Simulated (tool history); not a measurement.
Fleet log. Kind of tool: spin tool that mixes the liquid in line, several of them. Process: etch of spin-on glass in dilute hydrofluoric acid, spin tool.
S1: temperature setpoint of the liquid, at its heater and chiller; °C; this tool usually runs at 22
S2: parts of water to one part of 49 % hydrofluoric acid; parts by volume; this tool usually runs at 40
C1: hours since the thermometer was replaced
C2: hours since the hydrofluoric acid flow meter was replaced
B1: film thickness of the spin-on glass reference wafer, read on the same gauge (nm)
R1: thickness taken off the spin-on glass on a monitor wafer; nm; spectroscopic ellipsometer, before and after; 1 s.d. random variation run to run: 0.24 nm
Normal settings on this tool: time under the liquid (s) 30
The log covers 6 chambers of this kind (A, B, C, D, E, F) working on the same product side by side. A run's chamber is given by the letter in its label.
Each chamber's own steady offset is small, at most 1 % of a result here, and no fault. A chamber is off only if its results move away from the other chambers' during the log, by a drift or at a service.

{"run": "1C", "hour": 9.0, "S1": 22, "S2": 40, "time under the liquid (s)": 30, "C1": 1016.7, "C2": 745.3, "B1": 79.998, "R1": 33.191}
{"run": "2E", "hour": 15.4, "S1": 22, "S2": 40, "time under the liquid (s)": 30, "C1": 943.9, "C2": 1402.2, "B1": 80.012, "R1": 33.156}
{"run": "3B", "hour": 21.8, "S1": 22, "S2": 40, "time under the liquid (s)": 30, "C1": 377.6, "C2": 124.9, "B1": 79.982, "R1": 32.948}
{"run": "4D", "hour": 26.3, "S1": 22, "S2": 40, "time under the liquid (s)": 30, "C1": 156.7, "C2": 495.9, "B1": 80.042, "R1": 32.992}
{"run": "5F", "hour": 31.7, "S1": 22, "S2": 40, "time under the liquid (s)": 30, "C1": 656.6, "C2": 856.2, "B1": 80.018, "R1": 32.759}
{"run": "6A", "hour": 36.1, "S1": 22, "S2": 40, "time under the liquid (s)": 30, "C1": 1131.7, "C2": 560.9, "B1": 80.007, "R1": 33.076}
{"run": "7C", "hour": 42.2, "S1": 22, "S2": 40, "time under the liquid (s)": 30, "C1": 1049.9, "C2": 778.5, "B1": 79.951, "R1": 33.413}
{"run": "8D", "hour": 49.5, "S1": 22, "S2": 40, "time under the liquid (s)": 30, "C1": 179.9, "C2": 519.1, "B1": 79.99, "R1": 33.694}
{"run": "9A", "hour": 58.2, "S1": 22, "S2": 40, "time under the liquid (s)": 30, "C1": 1153.8, "C2": 583, "B1": 79.978, "R1": 33.475}
{"run": "10F", "hour": 64.0, "S1": 22, "S2": 40, "time under the liquid (s)": 30, "C1": 688.9, "C2": 888.5, "B1": 80.006, "R1": 32.95}
{"run": "11E", "hour": 70.6, "S1": 22, "S2": 40, "time under the liquid (s)": 30, "C1": 999.1, "C2": 1457.4, "B1": 80.008, "R1": 32.979}
{"run": "12B", "hour": 80.1, "S1": 22, "S2": 40, "time under the liquid (s)": 30, "C1": 435.9, "C2": 183.2, "B1": 80.016, "R1": 32.754}
{"run": "13F", "hour": 84.8, "S1": 22, "S2": 40, "time under the liquid (s)": 30, "C1": 709.7, "C2": 909.3, "B1": 80.04, "R1": 33.181}
{"run": "14B", "hour": 93.9, "S1": 22, "S2": 40, "time under the liquid (s)": 45, "C1": 449.7, "C2": 197, "B1": 79.99, "R1": 49.762}
{"hour": 94.7, "done": "chamber E: thermometer replaced"}
{"run": "15A", "hour": 99.9, "S1": 22, "S2": 40, "time under the liquid (s)": 45, "C1": 1195.5, "C2": 624.7, "B1": 80.022, "R1": 49.82}
{"run": "16C", "hour": 106.3, "S1": 22, "S2": 40, "time under the liquid (s)": 45, "C1": 1114, "C2": 842.6, "B1": 79.963, "R1": 50.235}
{"run": "17D", "hour": 115.6, "S1": 22, "S2": 40, "time under the liquid (s)": 45, "C1": 246, "C2": 585.2, "B1": 80.01, "R1": 49.94}
{"run": "18E", "hour": 122.6, "S1": 22, "S2": 40, "time under the liquid (s)": 45, "C1": 28, "C2": 1509.4, "B1": 79.97, "R1": 49.509}
{"run": "19E", "hour": 131.3, "S1": 22, "S2": 40, "time under the liquid (s)": 45, "C1": 36.7, "C2": 1518.1, "B1": 79.991, "R1": 49.268}
{"run": "20B", "hour": 140.2, "S1": 22, "S2": 40, "time under the liquid (s)": 30, "C1": 496, "C2": 243.3, "B1": 80.025, "R1": 32.786}
{"run": "21D", "hour": 147.7, "S1": 22, "S2": 40, "time under the liquid (s)": 30, "C1": 278.1, "C2": 617.3, "B1": 80.024, "R1": 33.407}
{"run": "22A", "hour": 153.3, "S1": 22, "S2": 40, "time under the liquid (s)": 30, "C1": 1248.9, "C2": 678.1, "B1": 79.991, "R1": 33.282}
{"run": "23C", "hour": 162.9, "S1": 22, "S2": 40, "time under the liquid (s)": 30, "C1": 1170.6, "C2": 899.2, "B1": 79.996, "R1": 33.592}
{"run": "24F", "hour": 169.5, "S1": 22, "S2": 40, "time under the liquid (s)": 30, "C1": 794.4, "C2": 994, "B1": 80.043, "R1": 33.071}
{"run": "25B", "hour": 173.9, "S1": 22, "S2": 40, "time under the liquid (s)": 30, "C1": 529.7, "C2": 277, "B1": 80.006, "R1": 32.762}
{"run": "26D", "hour": 179.4, "S1": 24.5, "S2": 40, "time under the liquid (s)": 30, "C1": 309.8, "C2": 649, "B1": 80.011, "R1": 36.351}
{"run": "27F", "hour": 188.7, "S1": 24.5, "S2": 40, "time under the liquid (s)": 30, "C1": 813.6, "C2": 1013.2, "B1": 79.998, "R1": 36.735}
{"run": "28E", "hour": 197.3, "S1": 24.5, "S2": 40, "time under the liquid (s)": 30, "C1": 102.7, "C2": 1584.1, "B1": 79.978, "R1": 36.481}
{"run": "29A", "hour": 204.4, "S1": 24.5, "S2": 40, "time under the liquid (s)": 30, "C1": 1300, "C2": 729.2, "B1": 80, "R1": 36.648}
{"run": "30C", "hour": 210.4, "S1": 24.5, "S2": 40, "time under the liquid (s)": 30, "C1": 1218.1, "C2": 946.7, "B1": 79.992, "R1": 37.765}
{"run": "31B", "hour": 219.1, "S1": 24.5, "S2": 40, "time under the liquid (s)": 30, "C1": 574.9, "C2": 322.2, "B1": 80.031, "R1": 36.993}
{"run": "32F", "hour": 225.7, "S1": 22, "S2": 40, "time under the liquid (s)": 30, "C1": 850.6, "C2": 1050.2, "B1": 79.995, "R1": 33.103}
{"run": "33A", "hour": 234.0, "S1": 22, "S2": 40, "time under the liquid (s)": 30, "C1": 1329.6, "C2": 758.8, "B1": 80.003, "R1": 33.467}
{"hour": 236.8, "done": "chamber E: hydrofluoric acid flow meter replaced"}
{"run": "34E", "hour": 242.6, "S1": 22, "S2": 40, "time under the liquid (s)": 30, "C1": 148, "C2": 5.8, "B1": 79.978, "R1": 33.032}
{"run": "35C", "hour": 249.5, "S1": 22, "S2": 40, "time under the liquid (s)": 30, "C1": 1257.2, "C2": 985.8, "B1": 80.023, "R1": 34.595}
{"run": "36D", "hour": 256.8, "S1": 22, "S2": 40, "time under the liquid (s)": 30, "C1": 387.2, "C2": 726.4, "B1": 80.035, "R1": 32.928}
{"run": "37C", "hour": 265.1, "S1": 22, "S2": 40, "time under the liquid (s)": 30, "C1": 1272.8, "C2": 1001.4, "B1": 80.009, "R1": 34.828}
{"run": "38A", "hour": 273.1, "S1": 22, "S2": 40, "time under the liquid (s)": 30, "C1": 1368.7, "C2": 797.9, "B1": 79.972, "R1": 33.004}
{"run": "39E", "hour": 280.2, "S1": 22, "S2": 40, "time under the liquid (s)": 30, "C1": 185.6, "C2": 43.4, "B1": 80.014, "R1": 33.352}

Decide between three cases: one chamber stands off from its peers, the gauge reading all wafers drifts, or nothing is wrong past each chamber's small offset. Where a chamber is off, say which and what most likely put it there.

One chamber, C, drifts off from the rest bit by bit.
Cause: hydrofluoric acid flow above the setpoint (%) = 4.59.
The log might look much the same if the cause were instead: liquid hotter than its thermometer reads (K).

Which of the 4 candidates below, each the usual settings with something changed and its results left as question marks, puts chamber C back in line with what the other chambers give on the usual settings?
In line here means within this much of the mean the other chambers give on the usual settings: R1 0.83 nm
{"run": "40C-1", "hour": 287.2, "S1": 22.5, "S2": 40, "time under the liquid (s)": 30, "R1": "?"}
{"run": "40C-2", "hour": 287.2, "S1": 23.5, "S2": 40, "time under the liquid (s)": 30, "R1": "?"}
{"run": "40C-3", "hour": 287.2, "S1": 20.5, "S2": 40, "time under the liquid (s)": 30, "R1": "?"}
{"run": "40C-4", "hour": 287.2, "S1": 21.5, "S2": 40, "time under the liquid (s)": 30, "R1": "?"}

Usual-settings mean across the other chambers: R1 33.075 nm
run=40C-1 R1=35.673
run=40C-2 R1=37.183
run=40C-3 R1=32.818
run=40C-4 R1=34.228
Change 40C-3 lands the chamber within the allowed miss of the other chambers.
